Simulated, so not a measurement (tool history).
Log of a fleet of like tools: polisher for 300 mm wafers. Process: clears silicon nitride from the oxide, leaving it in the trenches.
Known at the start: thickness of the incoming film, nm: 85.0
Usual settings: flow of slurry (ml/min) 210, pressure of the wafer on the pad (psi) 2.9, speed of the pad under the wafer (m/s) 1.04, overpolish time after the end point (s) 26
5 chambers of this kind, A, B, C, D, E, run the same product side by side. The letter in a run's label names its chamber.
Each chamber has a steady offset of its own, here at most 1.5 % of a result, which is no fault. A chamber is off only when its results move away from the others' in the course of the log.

run	hour	flow of slurry (ml/min)	pressure of the wafer on the pad (psi)	speed of the pad under the wafer (m/s)	overpolish time after the end point (s)	wafers polished on this pad	hours since the slurry nozzle was cleaned	hours since the head pressure was calibrated	time until the end point was called (s)
1C	3.3	210	2.9	1.04	26	851	327.4	176.6	81.704
2E	7.0	210	2.9	1.04	26	111	728.7	959.6	81.369
3A	12.2	210	2.9	1.04	26	546	151.6	593.7	81.769
# hour 13.1: chamber E: head pressure recalibrated
4D	16.2	210	2.9	1.04	26	865	178.2	377.1	83.801
5B	19.9	210	2.9	1.04	26	757	472.8	569.4	81.117
6A	22.6	210	2.9	1.04	26	629	162.0	604.1	81.341
7C	27.9	210	2.9	1.04	26	1047	352.0	201.2	82.171
8D	33.9	210	2.9	1.04	26	1007	195.9	394.8	82.822
# hour 35.4: chamber C: worn pad replaced by a new one
9B	37.5	210	2.9	1.04	26	897	490.4	587.0	80.553
10E	41.9	210	2.9	1.04	26	389	763.6	28.8	82.014
11C	46.9	210	2.9	1.04	26	92	371.0	220.2	82.830
12D	51.6	210	2.9	1.04	26	1148	213.6	412.5	85.644
13A	54.6	210	2.9	1.04	26	884	194.0	636.1	77.088
# hour 57.5: chamber B: worn pad replaced by a new one
14E	59.4	210	2.9	1.04	26	529	781.1	46.3	81.739
15B	62.9	210	2.9	1.04	26	43	515.8	612.4	82.740
# hour 67.0: chamber E: worn pad replaced by a new one
16E	67.5	210	2.9	1.04	26	4	789.2	54.4	82.085
# hour 70.3: chamber D: worn pad replaced by a new one
17A	72.5	210	2.9	0.76	26	1027	211.9	654.0	106.490
18D	77.5	210	2.9	0.76	26	57	239.5	438.4	112.990
# hour 77.7: chamber E: slurry nozzle cleaned
# hour 79.4: chamber A: worn pad replaced by a new one
19C	83.5	210	2.9	0.76	26	384	407.6	256.8	111.630
20B	86.3	210	2.9	0.76	26	230	539.2	635.8	111.390
21B	92.4	210	2.9	0.76	26	278	545.3	641.9	110.890
22D	98.0	210	2.9	1.04	26	221	260.0	458.9	83.013
23E	101.2	210	2.9	1.04	26	273	23.6	88.1	80.585
24A	105.2	210	2.9	1.04	26	206	244.6	686.7	75.536
25C	111.0	210	2.9	1.04	26	603	435.1	284.3	81.171
26E	115.4	210	2.9	1.04	26	386	37.8	102.3	82.902
27B	119.0	210	2.9	1.04	26	491	571.9	668.5	83.243
# hour 120.6: chamber A: slurry nozzle cleaned
28C	123.8	210	2.9	1.04	26	705	447.9	297.1	80.881
29A	128.8	280	2.1	1.04	26	394	8.3	710.3	102.270
30D	133.4	280	2.1	1.04	26	503	295.4	494.3	111.330
# hour 137.0: chamber D: slurry nozzle cleaned
31E	138.4	280	2.1	1.04	26	569	60.8	125.3	109.070
32B	142.3	280	2.1	1.04	26	676	595.2	691.8	110.420
33D	145.7	280	2.1	1.04	26	601	8.7	506.6	111.280
34C	148.9	210	2.9	1.04	26	906	473.0	322.2	81.188
35A	152.2	210	2.9	1.04	26	581	31.7	733.7	73.479
# hour 153.3: chamber E: worn pad replaced by a new one
36E	155.5	210	2.9	1.04	26	17	77.9	142.4	80.062

Next, every chamber runs the same settings. What will each give?
37A	159.9	210	2.9	1.04	26				?
37B	159.9	210	2.9	1.04	26				?
37C	159.9	210	2.9	1.04	26				?
37D	159.9	210	2.9	1.04	26				?
37E	159.9	210	2.9	1.04	26				?

run	time until the end point was called (s)
37A	74.075
37B	84.325
37C	82.223
37D	82.339
37E	80.147
